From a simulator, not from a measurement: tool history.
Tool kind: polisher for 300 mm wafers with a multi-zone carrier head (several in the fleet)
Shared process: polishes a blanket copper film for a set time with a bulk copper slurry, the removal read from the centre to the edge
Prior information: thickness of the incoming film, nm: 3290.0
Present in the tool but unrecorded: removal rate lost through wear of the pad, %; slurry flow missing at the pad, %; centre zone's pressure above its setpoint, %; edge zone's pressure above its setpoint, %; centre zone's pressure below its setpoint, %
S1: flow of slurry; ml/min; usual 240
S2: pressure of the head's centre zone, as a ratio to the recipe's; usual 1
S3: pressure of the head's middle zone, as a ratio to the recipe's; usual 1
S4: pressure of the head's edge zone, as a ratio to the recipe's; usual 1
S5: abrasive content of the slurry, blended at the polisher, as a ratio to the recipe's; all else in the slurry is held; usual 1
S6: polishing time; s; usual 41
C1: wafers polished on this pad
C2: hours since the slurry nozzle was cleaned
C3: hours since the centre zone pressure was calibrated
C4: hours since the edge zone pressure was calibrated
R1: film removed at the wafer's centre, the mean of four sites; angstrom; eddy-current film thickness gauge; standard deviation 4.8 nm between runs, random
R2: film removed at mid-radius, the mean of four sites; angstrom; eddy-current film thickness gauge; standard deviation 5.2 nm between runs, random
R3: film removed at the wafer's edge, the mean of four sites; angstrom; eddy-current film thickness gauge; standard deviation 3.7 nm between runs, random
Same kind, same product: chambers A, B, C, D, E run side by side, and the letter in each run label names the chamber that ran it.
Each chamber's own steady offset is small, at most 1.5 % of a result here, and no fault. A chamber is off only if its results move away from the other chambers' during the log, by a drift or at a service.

run 1C day=0.342 | S1=240 S2=1 S3=1 S4=1 S5=1 S6=41 | C1=482 C2=148.7 C3=505.2 C4=110.7 | R1=4308.9 R2=4141.5 R3=4272.1
-- day=0.496 chamber A: edge zone pressure recalibrated
run 2B day=0.75 | S1=240 S2=1 S3=1 S4=1 S5=1 S6=41 | C1=988 C2=229.7 C3=358 C4=785.9 | R1=4131.2 R2=4187.5 R3=4181.4
run 3E day=1.117 | S1=240 S2=1 S3=1 S4=1 S5=1 S6=41 | C1=1618 C2=646.8 C3=236.7 C4=378.8 | R1=4133.8 R2=4131.3 R3=4110.8
-- day=1.146 chamber E: worn pad replaced by a new one
run 4A day=1.346 | S1=240 S2=1 S3=1 S4=1 S5=1 S6=41 | C1=593 C2=217.5 C3=913.5 C4=20.5 | R1=4117.1 R2=4136.2 R3=4096.3
run 5D day=1.738 | S1=240 S2=1 S3=1 S4=1 S5=1 S6=41 | C1=561 C2=115.1 C3=560.7 C4=255.6 | R1=4126.2 R2=4175.3 R3=4119.7
run 6A day=2.117 | S1=240 S2=1 S3=1 S4=1 S5=1 S6=41 | C1=730 C2=236 C3=932 C4=39 | R1=4108.6 R2=4112.3 R3=4186.1
run 7D day=2.5 | S1=240 S2=0.88 S3=1 S4=0.92 S5=1 S6=41 | C1=696 C2=133.4 C3=579 C4=273.9 | R1=3521.5 R2=4182.1 R3=3965.7
-- day=2.754 chamber D: worn pad replaced by a new one
run 8C day=2.829 | S1=240 S2=0.88 S3=1 S4=0.92 S5=1 S6=41 | C1=922 C2=208.4 C3=564.9 C4=170.4 | R1=3597.1 R2=4185.6 R3=3952.7
run 9E day=3.183 | S1=240 S2=0.88 S3=1 S4=0.92 S5=1 S6=41 | C1=360 C2=696.4 C3=286.3 C4=428.4 | R1=3539.3 R2=4180.1 R3=3956.8
run 10B day=3.45 | S1=240 S2=0.88 S3=1 S4=0.92 S5=1 S6=41 | C1=1466 C2=294.5 C3=422.8 C4=850.7 | R1=3570.7 R2=4114.6 R3=3944.6
-- day=3.471 chamber A: worn pad replaced by a new one
-- day=3.767 chamber B: worn pad replaced by a new one
-- day=3.825 chamber C: worn pad replaced by a new one
run 11B day=3.896 | S1=240 S2=0.88 S3=1 S4=0.92 S5=1 S6=41 | C1=23 C2=305.2 C3=433.5 C4=861.4 | R1=3577.4 R2=4193.1 R3=3953.3
run 12D day=4.204 | S1=240 S2=1 S3=1 S4=1 S5=1 S6=41 | C1=257 C2=174.3 C3=619.9 C4=314.8 | R1=4015.2 R2=4141.3 R3=4191.4
run 13A day=4.412 | S1=240 S2=1 S3=1 S4=1 S5=1 S6=41 | C1=166 C2=291.1 C3=987.1 C4=94.1 | R1=4117.7 R2=4153.4 R3=4112.7
run 14C day=4.833 | S1=240 S2=1 S3=0.91 S4=1 S5=0.85 S6=41 | C1=178 C2=256.5 C3=613 C4=218.5 | R1=4052.4 R2=3821.3 R3=4007.4
-- day=4.958 chamber D: edge zone pressure recalibrated
run 15E day=5.146 | S1=240 S2=1 S3=0.91 S4=1 S5=0.85 S6=41 | C1=708 C2=743.5 C3=333.4 C4=475.5 | R1=3987.9 R2=3685.7 R3=4049.1
-- day=5.242 chamber D: slurry nozzle cleaned
run 16A day=5.388 | S1=240 S2=1 S3=0.91 S4=1 S5=0.85 S6=41 | C1=339 C2=314.5 C3=1010.5 C4=117.5 | R1=3956.2 R2=3585.2 R3=3993.4
run 17B day=5.646 | S1=240 S2=1 S3=0.91 S4=1 S5=0.85 S6=41 | C1=332 C2=347.2 C3=475.5 C4=903.4 | R1=3998.3 R2=3671.3 R3=3974.4
run 18C day=6.1 | S1=240 S2=1 S3=0.91 S4=1 S5=0.85 S6=41 | C1=402 C2=286.9 C3=643.4 C4=248.9 | R1=4053.9 R2=3786 R3=4101.8
run 19E day=6.367 | S1=240 S2=1 S3=1 S4=1 S5=1 S6=41 | C1=924 C2=772.8 C3=362.7 C4=504.8 | R1=4179 R2=4090.7 R3=4164.6
run 20D day=6.725 | S1=240 S2=1 S3=1 S4=1 S5=1 S6=41 | C1=703 C2=35.7 C3=680.4 C4=42.5 | R1=3860.7 R2=4228.3 R3=4130.5
run 21D day=6.983 | S1=240 S2=1 S3=1 S4=1 S5=1 S6=41 | C1=748 C2=41.9 C3=686.6 C4=48.7 | R1=3839.5 R2=4088.8 R3=4166.2
-- day=7.021 chamber D: worn pad replaced by a new one
run 22A day=7.383 | S1=240 S2=1 S3=1 S4=1 S5=1 S6=41 | C1=692 C2=362.4 C3=1058.4 C4=165.4 | R1=4111.2 R2=4235.7 R3=4199.1
run 23C day=7.683 | S1=240 S2=1 S3=1 S4=1 S5=1 S6=41 | C1=682 C2=324.9 C3=681.4 C4=286.9 | R1=4138.3 R2=4109.8 R3=4141.8
run 24B day=7.921 | S1=240 S2=1 S3=1 S4=1 S5=1 S6=41 | C1=735 C2=401.8 C3=530.1 C4=958 | R1=4184.2 R2=4091.7 R3=4145.8
-- day=8.125 chamber C: slurry nozzle cleaned
run 25E day=8.212 | S1=240 S2=1 S3=1 S4=1 S5=1 S6=41 | C1=1250 C2=817.1 C3=407 C4=549.1 | R1=4179.7 R2=4171.1 R3=4128.6
run 26D day=8.558 | S1=240 S2=1 S3=1 S4=1 S5=1 S6=41 | C1=272 C2=79.7 C3=724.4 C4=86.5 | R1=3691.4 R2=4219.7 R3=4093.6
-- day=8.771 chamber E: worn pad replaced by a new one
run 27E day=8.842 | S1=240 S2=1 S3=1 S4=1 S5=1 S6=41 | C1=12 C2=832.2 C3=422.1 C4=564.2 | R1=4120.1 R2=4079.5 R3=4087.4
run 28A day=9.304 | S1=205 S2=1 S3=1.1 S4=1 S5=1 S6=41 | C1=1032 C2=408.5 C3=1104.5 C4=211.5 | R1=3976.9 R2=4364.2 R3=4154.3
-- day=9.354 chamber B: slurry nozzle cleaned
-- day=9.554 chamber C: worn pad replaced by a new one
run 29C day=9.629 | S1=205 S2=1 S3=1.1 S4=1 S5=1 S6=41 | C1=13 C2=36.2 C3=728.1 C4=333.6 | R1=4108.5 R2=4483.6 R3=4137.9
run 30B day=10.058 | S1=205 S2=1 S3=1.1 S4=1 S5=1 S6=41 | C1=1113 C2=16.9 C3=581.4 C4=1009.3 | R1=4007.9 R2=4540.5 R3=4113.9
run 31B day=10.379 | S1=205 S2=1 S3=1.1 S4=1 S5=1 S6=41 | C1=1170 C2=24.6 C3=589.1 C4=1017 | R1=4025.8 R2=4452.4 R3=4058.7

What goes on in this fleet: one chamber off, a drifting gauge, or nothing beyond the chambers' own small offsets? Name the chamber and the cause, if any.

Chamber D drifts away from the others.
Likeliest cause: centre zone's pressure below its setpoint, % = 12.5.

Which of the 4 candidates below, each the usual settings with something changed and its results left as question marks, puts chamber D back in line with what the other chambers give on the usual settings?
In-line tolerance around the mean of the other chambers on the usual settings: R1 170 angstrom; R2 180 angstrom; R3 130 angstrom
run 32D-1 day=10.717 | S1=250 S2=1.11 S3=0.97 S4=0.96 S5=1 S6=42 | R1=? R2=? R3=?
run 32D-2 day=10.717 | S1=225 S2=0.83 S3=1.05 S4=1.08 S5=1 S6=39 | R1=? R2=? R3=?
run 32D-3 day=10.717 | S1=230 S2=0.89 S3=1.03 S4=1.04 S5=1 S6=40 | R1=? R2=? R3=?
run 32D-4 day=10.717 | S1=265 S2=1.17 S3=0.93 S4=0.88 S5=1 S6=44 | R1=? R2=? R3=?

Other chambers, usual settings, mean: R1 4142.4 angstrom; R2 4138.8 angstrom; R3 4161.6 angstrom
run=32D-1 R1=4132.5 R2=4172.2 R3=4191.8
run=32D-2 R1=2734.8 R2=4115.1 R3=4101.4
run=32D-3 R1=3044.7 R2=4158 R3=4130.6
run=32D-4 R1=4619.1 R2=4234.6 R3=4223
The right change is 32D-1: it brings the chamber back within the allowed miss of the others.

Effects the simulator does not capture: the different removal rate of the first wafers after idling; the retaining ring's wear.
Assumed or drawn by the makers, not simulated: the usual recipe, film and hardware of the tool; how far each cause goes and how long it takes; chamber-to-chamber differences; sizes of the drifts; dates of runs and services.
